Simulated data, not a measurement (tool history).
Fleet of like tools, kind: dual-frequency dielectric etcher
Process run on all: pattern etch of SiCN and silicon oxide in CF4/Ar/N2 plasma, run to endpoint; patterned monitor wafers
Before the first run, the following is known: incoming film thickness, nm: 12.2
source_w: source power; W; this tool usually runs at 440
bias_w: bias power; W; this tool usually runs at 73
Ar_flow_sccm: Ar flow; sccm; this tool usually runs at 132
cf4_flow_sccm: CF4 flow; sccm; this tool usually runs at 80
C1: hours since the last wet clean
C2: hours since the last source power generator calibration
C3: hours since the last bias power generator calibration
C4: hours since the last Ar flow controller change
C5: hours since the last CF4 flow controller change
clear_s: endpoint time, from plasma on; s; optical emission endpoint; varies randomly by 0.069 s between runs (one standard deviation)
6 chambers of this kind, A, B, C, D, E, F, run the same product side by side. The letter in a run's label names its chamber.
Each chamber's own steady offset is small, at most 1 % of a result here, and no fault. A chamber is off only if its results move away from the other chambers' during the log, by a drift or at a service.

run 1A day=0.279 | source_w=440 bias_w=73 Ar_flow_sccm=132 cf4_flow_sccm=80 | C1=329.9 C2=1935.6 C3=2309.7 C4=2089.7 C5=2082.7 | clear_s=14.527
run 2C day=0.592 | source_w=440 bias_w=73 Ar_flow_sccm=132 cf4_flow_sccm=80 | C1=421.5 C2=200.3 C3=985.6 C4=567.6 C5=519.3 | clear_s=14.816
run 3E day=0.892 | source_w=440 bias_w=73 Ar_flow_sccm=132 cf4_flow_sccm=80 | C1=319.9 C2=923.4 C3=2434.4 C4=3492.1 C5=3973.2 | clear_s=14.698
run 4B day=1.15 | source_w=440 bias_w=73 Ar_flow_sccm=132 cf4_flow_sccm=80 | C1=44.4 C2=1953.7 C3=1302.8 C4=844.4 C5=97.8 | clear_s=14.78
run 5F day=1.554 | source_w=440 bias_w=73 Ar_flow_sccm=132 cf4_flow_sccm=80 | C1=114.3 C2=2690.6 C3=772.6 C4=2943.6 C5=2408.9 | clear_s=14.651
-- day=1.646 chamber C: wet clean of the chamber
run 6D day=2.008 | source_w=440 bias_w=73 Ar_flow_sccm=132 cf4_flow_sccm=80 | C1=370 C2=323.3 C3=1643.1 C4=910.4 C5=4168.1 | clear_s=14.613
-- day=2.271 chamber A: wet clean of the chamber
run 7E day=2.442 | source_w=440 bias_w=73 Ar_flow_sccm=132 cf4_flow_sccm=80 | C1=357.1 C2=960.6 C3=2471.6 C4=3529.3 C5=4010.4 | clear_s=14.522
run 8C day=2.854 | source_w=440 bias_w=73 Ar_flow_sccm=132 cf4_flow_sccm=80 | C1=29 C2=254.6 C3=1039.9 C4=621.9 C5=573.6 | clear_s=14.643
run 9F day=3.212 | source_w=360 bias_w=73 Ar_flow_sccm=132 cf4_flow_sccm=94 | C1=154.1 C2=2730.4 C3=812.4 C4=2983.4 C5=2448.7 | clear_s=17.027
run 10D day=3.483 | source_w=360 bias_w=73 Ar_flow_sccm=132 cf4_flow_sccm=94 | C1=405.4 C2=358.7 C3=1678.5 C4=945.8 C5=4203.5 | clear_s=16.865
run 11A day=3.875 | source_w=360 bias_w=73 Ar_flow_sccm=132 cf4_flow_sccm=94 | C1=38.5 C2=2021.9 C3=2396 C4=2176 C5=2169 | clear_s=16.813
-- day=4.183 chamber E: wet clean of the chamber
run 12B day=4.262 | source_w=360 bias_w=73 Ar_flow_sccm=132 cf4_flow_sccm=94 | C1=119.1 C2=2028.4 C3=1377.5 C4=919.1 C5=172.5 | clear_s=17.118
run 13E day=4.775 | source_w=360 bias_w=73 Ar_flow_sccm=132 cf4_flow_sccm=94 | C1=14.3 C2=1016.6 C3=2527.6 C4=3585.3 C5=4066.4 | clear_s=17.021
run 14C day=5.192 | source_w=360 bias_w=73 Ar_flow_sccm=132 cf4_flow_sccm=94 | C1=85.1 C2=310.7 C3=1096 C4=678 C5=629.7 | clear_s=17.183
run 15A day=5.45 | source_w=440 bias_w=73 Ar_flow_sccm=132 cf4_flow_sccm=80 | C1=76.3 C2=2059.7 C3=2433.8 C4=2213.8 C5=2206.8 | clear_s=14.6
run 16B day=5.975 | source_w=440 bias_w=73 Ar_flow_sccm=132 cf4_flow_sccm=80 | C1=160.2 C2=2069.5 C3=1418.6 C4=960.2 C5=213.6 | clear_s=14.884
run 17F day=6.267 | source_w=540 bias_w=73 Ar_flow_sccm=160 cf4_flow_sccm=80 | C1=227.4 C2=2803.7 C3=885.7 C4=3056.7 C5=2522 | clear_s=12.581
run 18D day=6.667 | source_w=540 bias_w=73 Ar_flow_sccm=160 cf4_flow_sccm=80 | C1=481.8 C2=435.1 C3=1754.9 C4=1022.2 C5=4279.9 | clear_s=12.654
run 19A day=6.912 | source_w=540 bias_w=73 Ar_flow_sccm=160 cf4_flow_sccm=80 | C1=111.4 C2=2094.8 C3=2468.9 C4=2248.9 C5=2241.9 | clear_s=12.577
run 20B day=7.438 | source_w=540 bias_w=73 Ar_flow_sccm=160 cf4_flow_sccm=80 | C1=195.3 C2=2104.6 C3=1453.7 C4=995.3 C5=248.7 | clear_s=12.74
run 21D day=7.842 | source_w=540 bias_w=73 Ar_flow_sccm=160 cf4_flow_sccm=80 | C1=510 C2=463.3 C3=1783.1 C4=1050.4 C5=4308.1 | clear_s=12.502
run 22F day=8.171 | source_w=540 bias_w=73 Ar_flow_sccm=160 cf4_flow_sccm=80 | C1=273.1 C2=2849.4 C3=931.4 C4=3102.4 C5=2567.7 | clear_s=12.37
run 23E day=8.512 | source_w=440 bias_w=58 Ar_flow_sccm=132 cf4_flow_sccm=80 | C1=104 C2=1106.3 C3=2617.3 C4=3675 C5=4156.1 | clear_s=15.772
run 24C day=8.875 | source_w=440 bias_w=58 Ar_flow_sccm=132 cf4_flow_sccm=80 | C1=173.5 C2=399.1 C3=1184.4 C4=766.4 C5=718.1 | clear_s=15.95
run 25E day=9.362 | source_w=440 bias_w=58 Ar_flow_sccm=132 cf4_flow_sccm=80 | C1=124.4 C2=1126.7 C3=2637.7 C4=3695.4 C5=4176.5 | clear_s=15.875
run 26D day=9.758 | source_w=440 bias_w=58 Ar_flow_sccm=132 cf4_flow_sccm=80 | C1=556 C2=509.3 C3=1829.1 C4=1096.4 C5=4354.1 | clear_s=15.757
run 27C day=10.225 | source_w=440 bias_w=58 Ar_flow_sccm=132 cf4_flow_sccm=80 | C1=205.9 C2=431.5 C3=1216.8 C4=798.8 C5=750.5 | clear_s=15.939
-- day=10.375 chamber A: bias power generator calibrated
run 28B day=10.696 | source_w=440 bias_w=58 Ar_flow_sccm=132 cf4_flow_sccm=80 | C1=273.5 C2=2182.8 C3=1531.9 C4=1073.5 C5=326.9 | clear_s=15.978
-- day=10.704 chamber D: wet clean of the chamber
run 29F day=11.075 | source_w=440 bias_w=73 Ar_flow_sccm=132 cf4_flow_sccm=80 | C1=342.8 C2=2919.1 C3=1001.1 C4=3172.1 C5=2637.4 | clear_s=14.402
-- day=11.1 chamber F: source power generator calibrated
run 30A day=11.396 | source_w=440 bias_w=73 Ar_flow_sccm=132 cf4_flow_sccm=80 | C1=219 C2=2202.4 C3=24.5 C4=2356.5 C5=2349.5 | clear_s=14.684
run 31A day=11.667 | source_w=440 bias_w=73 Ar_flow_sccm=132 cf4_flow_sccm=80 | C1=225.5 C2=2208.9 C3=31 C4=2363 C5=2356 | clear_s=14.65
run 32B day=12.192 | source_w=440 bias_w=73 Ar_flow_sccm=132 cf4_flow_sccm=80 | C1=309.4 C2=2218.7 C3=1567.8 C4=1109.4 C5=362.8 | clear_s=14.813
run 33D day=12.658 | source_w=440 bias_w=88 Ar_flow_sccm=132 cf4_flow_sccm=71 | C1=47 C2=578.9 C3=1898.7 C4=1166 C5=4423.7 | clear_s=13.882
run 34E day=13.171 | source_w=440 bias_w=88 Ar_flow_sccm=132 cf4_flow_sccm=71 | C1=215.8 C2=1218.1 C3=2729.1 C4=3786.8 C5=4267.9 | clear_s=14.042
run 35F day=13.592 | source_w=440 bias_w=88 Ar_flow_sccm=132 cf4_flow_sccm=71 | C1=403.2 C2=59.8 C3=1061.5 C4=3232.5 C5=2697.8 | clear_s=13.603
run 36C day=13.883 | source_w=440 bias_w=88 Ar_flow_sccm=132 cf4_flow_sccm=71 | C1=293.7 C2=519.3 C3=1304.6 C4=886.6 C5=838.3 | clear_s=13.988
run 37E day=14.354 | source_w=440 bias_w=88 Ar_flow_sccm=132 cf4_flow_sccm=71 | C1=244.2 C2=1246.5 C3=2757.5 C4=3815.2 C5=4296.3 | clear_s=13.947

Which is it: a chamber that has drifted or been left off by a service, a gauge drift common to all chambers, or only each chamber's usual small offset? If a chamber is off, name it and its likeliest cause.

Chamber F drifts away from the others.
Likeliest cause: etch rate over this chamber's usual, % = 4.99.

Which of the 4 candidates below, each the usual settings with something changed and its results left as question marks, puts chamber F back in line with what the other chambers give on the usual settings?
To be in line, a result may differ from the other chambers' mean on the usual settings by at most: clear_s 0.24 s
run 38F-1 day=14.746 | source_w=440 bias_w=65 Ar_flow_sccm=132 cf4_flow_sccm=80 | clear_s=?
run 38F-2 day=14.746 | source_w=440 bias_w=73 Ar_flow_sccm=132 cf4_flow_sccm=85 | clear_s=?
run 38F-3 day=14.746 | source_w=440 bias_w=71 Ar_flow_sccm=132 cf4_flow_sccm=80 | clear_s=?
run 38F-4 day=14.746 | source_w=460 bias_w=73 Ar_flow_sccm=132 cf4_flow_sccm=81 | clear_s=?

The mean the other chambers reach with the usual settings: clear_s 14.671 s
run=38F-1 clear_s=14.658
run=38F-2 clear_s=13.952
run=38F-3 clear_s=14.22
run=38F-4 clear_s=13.513
It is 38F-1 that realigns the chamber with its peers.
